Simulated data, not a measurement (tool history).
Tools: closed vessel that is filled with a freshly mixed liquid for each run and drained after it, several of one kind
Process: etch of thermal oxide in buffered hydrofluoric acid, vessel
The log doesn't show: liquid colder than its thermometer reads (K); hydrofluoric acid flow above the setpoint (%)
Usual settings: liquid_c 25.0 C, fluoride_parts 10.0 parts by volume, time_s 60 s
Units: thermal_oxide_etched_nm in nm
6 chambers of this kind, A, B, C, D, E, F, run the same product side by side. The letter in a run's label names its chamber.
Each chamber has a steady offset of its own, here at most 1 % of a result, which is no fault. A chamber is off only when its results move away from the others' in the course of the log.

run    day  liquid_c  fluoride_parts  time_s  hours since the thermometer was replaced  hours since the hydrofluoric acid flow meter was replaced  read-back film thickness of the thermal oxide reference wafer, read on the same gauge (nm)  thermal_oxide_etched_nm
 1B  0.167      25.0            10.0      60                                     115.0                                                      650.3                                                                                      79.989                   71.209
 2A  0.308      25.0            10.0      60                                     828.4                                                       42.9                                                                                      79.995                   72.042
 3E  0.388      25.0            10.0      60                                     329.3                                                      575.7                                                                                      79.988                   71.539
 4D  0.554      25.0            10.0      60                                      67.5                                                      311.4                                                                                      79.995                   70.836
 5C  0.692      25.0            10.0      60                                     850.6                                                       75.9                                                                                      80.015                   72.689
 6F  0.838      25.0            10.0      60                                    2127.0                                                      523.5                                                                                      79.989                   71.743
 7B  0.971      25.0             6.0      60                                     134.3                                                      669.6                                                                                      80.011                  114.480
 8E  1.088      25.0             6.0      60                                     346.1                                                      592.5                                                                                      79.987                  114.580
 9F  1.208      25.0             6.0      60                                    2135.9                                                      532.4                                                                                      79.999                  115.810
10C  1.358      25.0             6.0      60                                     866.6                                                       91.9                                                                                      80.009                  113.900
11D  1.504      25.0             6.0      60                                      90.3                                                      334.2                                                                                      79.997                  116.240
12A  1.629      25.0             6.0      60                                     860.1                                                       74.6                                                                                      80.006                  116.620
13A  1.742      25.0            10.0      60                                     862.8                                                       77.3                                                                                      79.989                   71.771
14E  1.862      25.0            10.0      60                                     364.7                                                      611.1                                                                                      79.989                   71.173
15C  1.954      26.5            13.5      60                                     880.9                                                      106.2                                                                                      79.981                   59.182
16D  2.083      26.5            13.5      60                                     104.2                                                      348.1                                                                                      79.997                   57.713
17F  2.192      26.5            13.5      60                                    2159.5                                                      556.0                                                                                      79.993                   57.917
18B  2.296      26.5            13.5      60                                     166.1                                                      701.4                                                                                      79.987                   58.119
19D  2.396      26.5            13.5      60                                     111.7                                                      355.6                                                                                      79.992                   57.645
20A  2.492      26.5            13.5      60                                     880.8                                                       95.3                                                                                      79.993                   57.814
21B  2.592      25.0            10.0      60                                     173.2                                                      708.5                                                                                      79.999                   71.357
22C  2.733      25.0            10.0      60                                     899.6                                                      124.9                                                                                      79.988                   71.958
23F  2.817      25.0            10.0      60                                    2174.5                                                      571.0                                                                                      79.988                   70.995
24E  2.938      29.5            10.0      45                                     390.5                                                      636.9                                                                                      80.016                   68.063
25E  3.108      29.5            10.0      45                                     394.6                                                      641.0                                                                                      79.998                   67.476
26F  3.242      29.5            10.0      45                                    2184.7                                                      581.2                                                                                      79.979                   67.638
27B  3.408      29.5            10.0      45                                     192.8                                                      728.1                                                                                      80.020                   68.462
28C  3.583      29.5            10.0      45                                     920.0                                                      145.3                                                                                      79.987                   68.716
29D  3.750      29.5            10.0      45                                     144.2                                                      388.1                                                                                      80.007                   68.334
30A  3.862      25.0            13.0      45                                     913.7                                                      128.2                                                                                      79.993                   41.259
31D  3.988      25.0            13.0      45                                     149.9                                                      393.8                                                                                      80.011                   41.720
32F  4.158      25.0            13.0      45                                    2206.7                                                      603.2                                                                                      80.001                   41.333
33A  4.254      25.0            13.0      45                                     923.1                                                      137.6                                                                                      80.011                   42.249
34C  4.396      25.0            13.0      45                                     939.5                                                      164.8                                                                                      79.989                   41.953
35B  4.542      25.0            13.0      45                                     220.0                                                      755.3                                                                                      80.002                   41.185
36E  4.633      25.0            10.0      60                                     431.2                                                      677.6                                                                                      79.998                   68.933
37E  4.788      25.0            10.0      60                                     434.9                                                      681.3                                                                                      80.010                   69.201
38A  4.883      25.0            10.0      60                                     938.2                                                      152.7                                                                                      80.007                   71.900
39F  4.992      25.0             8.5      40                                    2226.7                                                      623.2                                                                                      80.005                   54.338
40C  5.096      25.0             8.5      40                                     956.3                                                      181.6                                                                                      80.005                   54.339
41B  5.271      25.0             8.5      40                                     237.5                                                      772.8                                                                                      80.001                   53.993
42D  5.383      25.0             8.5      40                                     183.4                                                      427.3                                                                                      79.989                   54.210

All 6 chambers run these settings next. Forecast each chamber's results:
43A  5.508      25.0            10.0      60                                                                                                                                                                                                                         ?
43B  5.508      25.0            10.0      60                                                                                                                                                                                                                         ?
43C  5.508      25.0            10.0      60                                                                                                                                                                                                                         ?
43D  5.508      25.0            10.0      60                                                                                                                                                                                                                         ?
43E  5.508      25.0            10.0      60                                                                                                                                                                                                                         ?
43F  5.508      25.0            10.0      60                                                                                                                                                                                                                         ?

run  thermal_oxide_etched_nm
43A                   71.323
43B                   71.648
43C                   71.801
43D                   70.804
43E                   67.568
43F                   72.670
